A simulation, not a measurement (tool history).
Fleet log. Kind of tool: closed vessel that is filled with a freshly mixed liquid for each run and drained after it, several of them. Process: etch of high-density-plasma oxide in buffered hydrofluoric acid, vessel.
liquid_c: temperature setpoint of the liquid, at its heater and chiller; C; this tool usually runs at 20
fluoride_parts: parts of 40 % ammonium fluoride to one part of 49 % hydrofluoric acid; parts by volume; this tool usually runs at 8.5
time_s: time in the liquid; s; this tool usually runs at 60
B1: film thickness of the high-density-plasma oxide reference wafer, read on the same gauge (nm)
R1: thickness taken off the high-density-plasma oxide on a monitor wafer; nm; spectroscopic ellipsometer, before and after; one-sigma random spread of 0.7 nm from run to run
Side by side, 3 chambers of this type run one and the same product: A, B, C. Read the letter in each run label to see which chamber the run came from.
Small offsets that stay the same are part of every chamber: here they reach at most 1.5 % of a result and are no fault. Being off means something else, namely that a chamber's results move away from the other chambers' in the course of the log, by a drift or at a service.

{"run": "1B", "hour": 4.4, "liquid_c": 20, "fluoride_parts": 8.5, "time_s": 60, "B1": 69.999, "R1": 92.17}
{"run": "2A", "hour": 9.4, "liquid_c": 20, "fluoride_parts": 8.5, "time_s": 60, "B1": 69.974, "R1": 91.049}
{"run": "3C", "hour": 12.6, "liquid_c": 20, "fluoride_parts": 8.5, "time_s": 60, "B1": 69.986, "R1": 91.33}
{"run": "4C", "hour": 18.5, "liquid_c": 20, "fluoride_parts": 8.5, "time_s": 60, "B1": 70.008, "R1": 92.844}
{"run": "5B", "hour": 21.7, "liquid_c": 20, "fluoride_parts": 8.5, "time_s": 60, "B1": 70.008, "R1": 90.686}
{"run": "6A", "hour": 24.6, "liquid_c": 20, "fluoride_parts": 8.5, "time_s": 60, "B1": 69.989, "R1": 93.019}
{"hour": 26.9, "done": "chamber B: thermometer replaced"}
{"run": "7B", "hour": 27.5, "liquid_c": 20, "fluoride_parts": 8.5, "time_s": 60, "B1": 70.009, "R1": 91.905}
{"run": "8A", "hour": 31.9, "liquid_c": 20, "fluoride_parts": 8.5, "time_s": 60, "B1": 69.982, "R1": 94.005}
{"run": "9C", "hour": 36.2, "liquid_c": 20, "fluoride_parts": 8.5, "time_s": 60, "B1": 70.008, "R1": 91.57}
{"hour": 40.0, "done": "chamber A: hydrofluoric acid flow meter replaced"}
{"run": "10A", "hour": 40.3, "liquid_c": 20, "fluoride_parts": 8.5, "time_s": 60, "B1": 69.962, "R1": 92.482}
{"run": "11B", "hour": 46.1, "liquid_c": 20, "fluoride_parts": 8.5, "time_s": 60, "B1": 70.028, "R1": 92.394}
{"run": "12C", "hour": 50.0, "liquid_c": 20, "fluoride_parts": 8.5, "time_s": 60, "B1": 70.009, "R1": 90.917}
{"run": "13B", "hour": 55.1, "liquid_c": 20, "fluoride_parts": 8.5, "time_s": 60, "B1": 70.018, "R1": 91.936}
{"hour": 57.3, "done": "chamber B: hydrofluoric acid flow meter replaced"}
{"run": "14C", "hour": 58.7, "liquid_c": 20, "fluoride_parts": 8.5, "time_s": 60, "B1": 70.012, "R1": 91.507}
{"run": "15A", "hour": 61.8, "liquid_c": 20, "fluoride_parts": 8.5, "time_s": 60, "B1": 69.985, "R1": 91.21}
{"run": "16B", "hour": 67.8, "liquid_c": 20, "fluoride_parts": 8.5, "time_s": 60, "B1": 70.004, "R1": 90.704}
{"run": "17C", "hour": 71.1, "liquid_c": 17, "fluoride_parts": 8.5, "time_s": 60, "B1": 70.002, "R1": 77.752}
{"run": "18A", "hour": 77.2, "liquid_c": 17, "fluoride_parts": 8.5, "time_s": 60, "B1": 70.012, "R1": 78.782}
{"run": "19B", "hour": 82.2, "liquid_c": 17, "fluoride_parts": 8.5, "time_s": 60, "B1": 70.027, "R1": 77.836}
{"run": "20C", "hour": 86.9, "liquid_c": 20, "fluoride_parts": 8.5, "time_s": 60, "B1": 70.033, "R1": 90.625}
{"run": "21A", "hour": 90.0, "liquid_c": 20, "fluoride_parts": 8.5, "time_s": 60, "B1": 70.018, "R1": 91.543}
{"run": "22B", "hour": 94.3, "liquid_c": 20, "fluoride_parts": 8.5, "time_s": 45, "B1": 69.991, "R1": 69.465}
{"run": "23C", "hour": 97.1, "liquid_c": 20, "fluoride_parts": 8.5, "time_s": 45, "B1": 69.994, "R1": 69.121}
{"run": "24A", "hour": 100.2, "liquid_c": 20, "fluoride_parts": 8.5, "time_s": 45, "B1": 69.972, "R1": 69.318}
{"run": "25B", "hour": 103.5, "liquid_c": 20, "fluoride_parts": 8.5, "time_s": 60, "B1": 70.013, "R1": 92.887}
{"run": "26A", "hour": 106.7, "liquid_c": 20, "fluoride_parts": 8.5, "time_s": 60, "B1": 69.998, "R1": 92.553}
{"run": "27C", "hour": 109.5, "liquid_c": 20, "fluoride_parts": 8.5, "time_s": 60, "B1": 70.003, "R1": 91.53}
{"run": "28A", "hour": 113.2, "liquid_c": 17, "fluoride_parts": 8.5, "time_s": 60, "B1": 69.997, "R1": 77.743}
{"run": "29C", "hour": 117.8, "liquid_c": 17, "fluoride_parts": 8.5, "time_s": 60, "B1": 70.005, "R1": 76.849}
{"run": "30B", "hour": 120.8, "liquid_c": 17, "fluoride_parts": 8.5, "time_s": 60, "B1": 70.034, "R1": 77.797}
{"run": "31B", "hour": 124.2, "liquid_c": 20, "fluoride_parts": 8.5, "time_s": 35, "B1": 69.968, "R1": 53.91}
{"run": "32C", "hour": 128.1, "liquid_c": 20, "fluoride_parts": 8.5, "time_s": 35, "B1": 70.002, "R1": 54.07}
{"run": "33A", "hour": 133.3, "liquid_c": 20, "fluoride_parts": 8.5, "time_s": 35, "B1": 70.004, "R1": 53.574}
{"run": "34B", "hour": 137.2, "liquid_c": 20, "fluoride_parts": 8.5, "time_s": 60, "B1": 70.003, "R1": 93.278}
{"run": "35A", "hour": 141.9, "liquid_c": 24, "fluoride_parts": 8.5, "time_s": 60, "B1": 69.996, "R1": 114.87}
{"run": "36C", "hour": 144.7, "liquid_c": 24, "fluoride_parts": 8.5, "time_s": 60, "B1": 69.989, "R1": 116.17}
{"run": "37C", "hour": 149.6, "liquid_c": 24, "fluoride_parts": 8.5, "time_s": 60, "B1": 69.99, "R1": 112.76}
{"run": "38B", "hour": 154.0, "liquid_c": 20, "fluoride_parts": 8.5, "time_s": 60, "B1": 69.99, "R1": 91.369}

Each of the 3 chambers runs these same settings next. Fill in every chamber's results:
{"run": "39A", "hour": 158.5, "liquid_c": 20, "fluoride_parts": 8.5, "time_s": 80, "R1": "?"}
{"run": "39B", "hour": 158.5, "liquid_c": 20, "fluoride_parts": 8.5, "time_s": 80, "R1": "?"}
{"run": "39C", "hour": 158.5, "liquid_c": 20, "fluoride_parts": 8.5, "time_s": 80, "R1": "?"}

run=39A R1=123.53
run=39B R1=122.33
run=39C R1=122.75
